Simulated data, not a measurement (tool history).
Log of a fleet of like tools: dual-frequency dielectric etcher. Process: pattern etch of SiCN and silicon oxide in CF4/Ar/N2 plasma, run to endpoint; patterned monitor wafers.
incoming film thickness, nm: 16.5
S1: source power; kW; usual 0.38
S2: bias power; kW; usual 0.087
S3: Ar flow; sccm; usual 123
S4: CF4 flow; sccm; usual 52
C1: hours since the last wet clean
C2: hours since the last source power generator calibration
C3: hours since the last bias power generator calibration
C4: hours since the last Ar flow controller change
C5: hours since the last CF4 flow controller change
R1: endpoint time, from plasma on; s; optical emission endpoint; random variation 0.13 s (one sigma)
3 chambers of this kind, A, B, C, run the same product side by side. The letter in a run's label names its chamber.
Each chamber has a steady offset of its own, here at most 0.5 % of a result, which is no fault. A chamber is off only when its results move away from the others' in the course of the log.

run	hour	S1	S2	S3	S4	C1	C2	C3	C4	C5	R1
1A	1.9	0.38	0.087	123	52	330.7	1192.3	1801.9	1116.8	577.9	22.6
2C	5.5	0.38	0.087	123	52	198.1	50.6	387.5	2380	1822.6	22.207
# hour 9.4: chamber B: wet clean of the chamber
3B	9.5	0.38	0.087	123	52	0.2	2016.8	856	2312.1	2166.2	22.535
4C	12.7	0.38	0.087	123	52	205.3	57.8	394.7	2387.2	1829.8	22.473
5A	16.6	0.38	0.087	123	52	345.4	1207	1816.6	1131.5	592.6	22.353
6B	18.9	0.38	0.107	123	48	9.6	2026.2	865.4	2321.5	2175.6	21.022
7A	22	0.38	0.107	123	48	350.8	1212.4	1822	1136.9	598	20.85
8C	24.4	0.38	0.107	123	48	217	69.5	406.4	2398.9	1841.5	20.897
9B	27	0.38	0.087	123	52	17.7	2034.3	873.5	2329.6	2183.7	22.494
10A	29.1	0.38	0.087	123	52	357.9	1219.5	1829.1	1144	605.1	22.618
11B	32.1	0.38	0.087	123	52	22.8	2039.4	878.6	2334.7	2188.8	22.402
12C	34.9	0.38	0.087	123	52	227.5	80	416.9	2409.4	1852	22.347
13B	38.3	0.38	0.101	107	52	29	2045.6	884.8	2340.9	2195	20.757
14A	41.9	0.38	0.101	107	52	370.7	1232.3	1841.9	1156.8	617.9	20.703
15C	44.8	0.38	0.101	107	52	237.4	89.9	426.8	2419.3	1861.9	20.893
16C	46.8	0.38	0.087	123	52	239.4	91.9	428.8	2421.3	1863.9	22.479
17A	49.3	0.38	0.087	123	52	378.1	1239.7	1849.3	1164.2	625.3	22.57
18B	52.6	0.38	0.087	123	52	43.3	2059.9	899.1	2355.2	2209.3	22.174
19A	54.8	0.38	0.087	123	52	383.6	1245.2	1854.8	1169.7	630.8	22.422
20B	57	0.38	0.087	123	52	47.7	2064.3	903.5	2359.6	2213.7	22.3
21C	60.5	0.38	0.087	123	52	253.1	105.6	442.5	2435	1877.6	22.424
22B	63.7	0.38	0.087	123	52	54.4	2071	910.2	2366.3	2220.4	22.455
23A	66.1	0.38	0.087	123	52	394.9	1256.5	1866.1	1181	642.1	22.48
24C	68.5	0.38	0.087	123	52	261.1	113.6	450.5	2443	1885.6	22.227
25C	70.8	0.38	0.087	123	52	263.4	115.9	452.8	2445.3	1887.9	22.546
26A	73.3	0.38	0.087	123	52	402.1	1263.7	1873.3	1188.2	649.3	22.622
27B	76.8	0.38	0.087	123	52	67.5	2084.1	923.3	2379.4	2233.5	22.252
28A	79.5	0.38	0.087	123	52	408.3	1269.9	1879.5	1194.4	655.5	22.364
29B	81.8	0.38	0.087	123	52	72.5	2089.1	928.3	2384.4	2238.5	22.054
30C	83.7	0.38	0.087	123	52	276.3	128.8	465.7	2458.2	1900.8	22.572
31C	86.9	0.38	0.087	123	52	279.5	132	468.9	2461.4	1904	22.539
32A	90.5	0.38	0.087	123	52	419.3	1280.9	1890.5	1205.4	666.5	22.236
33B	94.2	0.38	0.087	123	52	84.9	2101.5	940.7	2396.8	2250.9	22.5
34C	98	0.38	0.087	123	52	290.6	143.1	480	2472.5	1915.1	22.343
35B	100.9	0.38	0.087	123	52	91.6	2108.2	947.4	2403.5	2257.6	22.549

What goes on in this fleet: one chamber off, a drifting gauge, or nothing beyond the chambers' own small offsets? Name the chamber and the cause, if any.

No chamber stands off beyond its own small offset, and the gauge holds steady.

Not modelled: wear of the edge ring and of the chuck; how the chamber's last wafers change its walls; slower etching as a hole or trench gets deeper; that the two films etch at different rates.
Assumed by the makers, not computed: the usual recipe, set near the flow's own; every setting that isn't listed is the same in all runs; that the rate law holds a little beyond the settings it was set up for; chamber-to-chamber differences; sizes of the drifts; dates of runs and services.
